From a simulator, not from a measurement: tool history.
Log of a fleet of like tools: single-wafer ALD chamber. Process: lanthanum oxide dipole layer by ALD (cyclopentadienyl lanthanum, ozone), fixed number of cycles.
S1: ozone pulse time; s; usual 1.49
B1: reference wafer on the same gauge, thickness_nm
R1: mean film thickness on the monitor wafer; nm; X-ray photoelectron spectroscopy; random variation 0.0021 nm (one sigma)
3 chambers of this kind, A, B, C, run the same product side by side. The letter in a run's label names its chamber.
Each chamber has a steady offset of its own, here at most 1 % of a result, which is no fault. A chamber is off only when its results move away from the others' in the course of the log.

Run 1C, hour 5.8: usual settings; B1 0.51641. Result: R1 0.54518 nm.
Run 2B, hour 11: usual settings; B1 0.51598. Result: R1 0.5464 nm.
Run 3A, hour 15.2: usual settings; B1 0.51615. Result: R1 0.54524 nm.
Run 4C, hour 23.7: usual settings; B1 0.51646. Result: R1 0.54515 nm.
Run 5A, hour 31: usual settings; B1 0.51625. Result: R1 0.54278 nm.
Run 6B, hour 35.9: usual settings; B1 0.51565. Result: R1 0.54828 nm.
Run 7B, hour 40.7: usual settings; B1 0.5167. Result: R1 0.54803 nm.
Run 8A, hour 49.3: usual settings; B1 0.51579. Result: R1 0.54739 nm.
Run 9C, hour 57.2: usual settings; B1 0.51593. Result: R1 0.54475 nm.
At hour 57.3: chamber C: ozone generator serviced.
Run 10C, hour 63.5: usual settings; B1 0.51641. Result: R1 0.55154 nm.
Run 11A, hour 71.7: usual settings; B1 0.51605. Result: R1 0.54472 nm.
Run 12B, hour 77.3: usual settings; B1 0.5161. Result: R1 0.54648 nm.
Run 13A, hour 85.3: usual settings; B1 0.51614. Result: R1 0.5403 nm.
Run 14C, hour 92.4: usual settings; B1 0.51622. Result: R1 0.54519 nm.
Run 15B, hour 97.7: usual settings but S1 1.28 s; B1 0.51581. Result: R1 0.53037 nm.
Run 16A, hour 103.8: usual settings but S1 1.28 s; B1 0.51651. Result: R1 0.5209 nm.
Run 17C, hour 111.9: usual settings but S1 1.28 s; B1 0.51621. Result: R1 0.53121 nm.
Run 18B, hour 116.1: usual settings; B1 0.51608. Result: R1 0.54737 nm.
Run 19B, hour 122.8: usual settings; B1 0.51596. Result: R1 0.54167 nm.
Run 20A, hour 127.7: usual settings but S1 1.16 s; B1 0.51634. Result: R1 0.50117 nm.
Run 21C, hour 132.2: usual settings but S1 1.16 s; B1 0.51643. Result: R1 0.52047 nm.
Run 22A, hour 137: usual settings but S1 1.16 s; B1 0.51633. Result: R1 0.49214 nm.
Run 23C, hour 145.8: usual settings but S1 1.1 s; B1 0.51593. Result: R1 0.513 nm.
Run 24B, hour 149.8: usual settings but S1 1.1 s; B1 0.51569. Result: R1 0.51551 nm.
Run 25C, hour 157.5: usual settings but S1 1.1 s; B1 0.51642. Result: R1 0.51412 nm.
Run 26A, hour 161.8: usual settings; B1 0.5154. Result: R1 0.52295 nm.

All 3 chambers run these settings next. Forecast each chamber's results:
Run 27A, hour 168.3: usual settings but S1 1.03 s. Result: R1 ?.
Run 27B, hour 168.3: usual settings but S1 1.03 s. Result: R1 ?.
Run 27C, hour 168.3: usual settings but S1 1.03 s. Result: R1 ?.

run       R1
27A  0.46772
27B  0.50094
27C  0.50193
